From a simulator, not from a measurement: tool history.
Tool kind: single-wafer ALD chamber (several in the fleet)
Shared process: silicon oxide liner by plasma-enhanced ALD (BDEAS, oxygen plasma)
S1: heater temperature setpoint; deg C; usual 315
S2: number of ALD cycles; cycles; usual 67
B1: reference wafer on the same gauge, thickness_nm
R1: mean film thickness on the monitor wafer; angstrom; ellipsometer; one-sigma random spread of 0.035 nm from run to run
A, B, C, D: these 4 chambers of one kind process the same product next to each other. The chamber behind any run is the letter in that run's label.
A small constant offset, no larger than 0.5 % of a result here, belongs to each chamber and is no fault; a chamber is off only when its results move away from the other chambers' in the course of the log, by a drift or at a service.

run 1A hour=10.5 | S1=315 S2=67 | B1=6.0806 | R1=61.113
run 2B hour=22 | S1=315 S2=67 | B1=6.0808 | R1=61.161
run 3D hour=33.4 | S1=315 S2=67 | B1=6.0811 | R1=60.945
run 4C hour=42.2 | S1=315 S2=67 | B1=6.0853 | R1=61.091
run 5B hour=51.4 | S1=315 S2=67 | B1=6.0751 | R1=61.191
run 6D hour=61.2 | S1=315 S2=67 | B1=6.0739 | R1=61.456
run 7C hour=71.3 | S1=315 S2=67 | B1=6.0836 | R1=60.95
-- hour=71.6 chamber A: thermocouple changed; heater temperature recalibrated
run 8A hour=78.3 | S1=315 S2=67 | B1=6.0767 | R1=60.21
run 9D hour=86 | S1=321 S2=71 | B1=6.0813 | R1=63.98
run 10A hour=101 | S1=321 S2=71 | B1=6.0898 | R1=64.075
run 11C hour=110.2 | S1=321 S2=71 | B1=6.0846 | R1=63.216
run 12B hour=122.3 | S1=321 S2=71 | B1=6.0732 | R1=64.273
run 13D hour=129 | S1=301 S2=67 | B1=6.0851 | R1=62.714
run 14C hour=142.7 | S1=301 S2=67 | B1=6.0773 | R1=62.022
run 15B hour=154.1 | S1=301 S2=67 | B1=6.0824 | R1=62.181
run 16A hour=168 | S1=301 S2=67 | B1=6.0838 | R1=61.982
run 17C hour=180.9 | S1=315 S2=67 | B1=6.0735 | R1=61.063
run 18D hour=192.3 | S1=315 S2=67 | B1=6.0759 | R1=61.441
run 19B hour=204.6 | S1=315 S2=67 | B1=6.0839 | R1=60.581
run 20A hour=215.4 | S1=315 S2=55 | B1=6.0679 | R1=50.192
run 21B hour=227.8 | S1=315 S2=55 | B1=6.0819 | R1=49.882
run 22A hour=240.4 | S1=315 S2=55 | B1=6.0698 | R1=49.634
run 23C hour=255.8 | S1=315 S2=55 | B1=6.0789 | R1=50.684
run 24D hour=269.8 | S1=315 S2=67 | B1=6.0768 | R1=61.143
run 25C hour=283.5 | S1=315 S2=67 | B1=6.0754 | R1=61.433
run 26D hour=295.3 | S1=315 S2=67 | B1=6.0885 | R1=61.558
run 27A hour=307.2 | S1=315 S2=67 | B1=6.0763 | R1=61.423
run 28B hour=318.9 | S1=315 S2=67 | B1=6.0815 | R1=61.28
run 29A hour=326.6 | S1=315 S2=67 | B1=6.0873 | R1=60.39
run 30D hour=341.9 | S1=315 S2=67 | B1=6.0881 | R1=61.028
run 31B hour=352.4 | S1=320 S2=60 | B1=6.0795 | R1=53.938
run 32C hour=364.3 | S1=320 S2=60 | B1=6.0767 | R1=54.224

Does one chamber stand apart from the rest, does the shared gauge drift, or is all well apart from small per-chamber offsets? Give the chamber and the most likely cause, where there is one.

Nothing is wrong: each chamber keeps only its own small, steady offset and the gauge holds still.

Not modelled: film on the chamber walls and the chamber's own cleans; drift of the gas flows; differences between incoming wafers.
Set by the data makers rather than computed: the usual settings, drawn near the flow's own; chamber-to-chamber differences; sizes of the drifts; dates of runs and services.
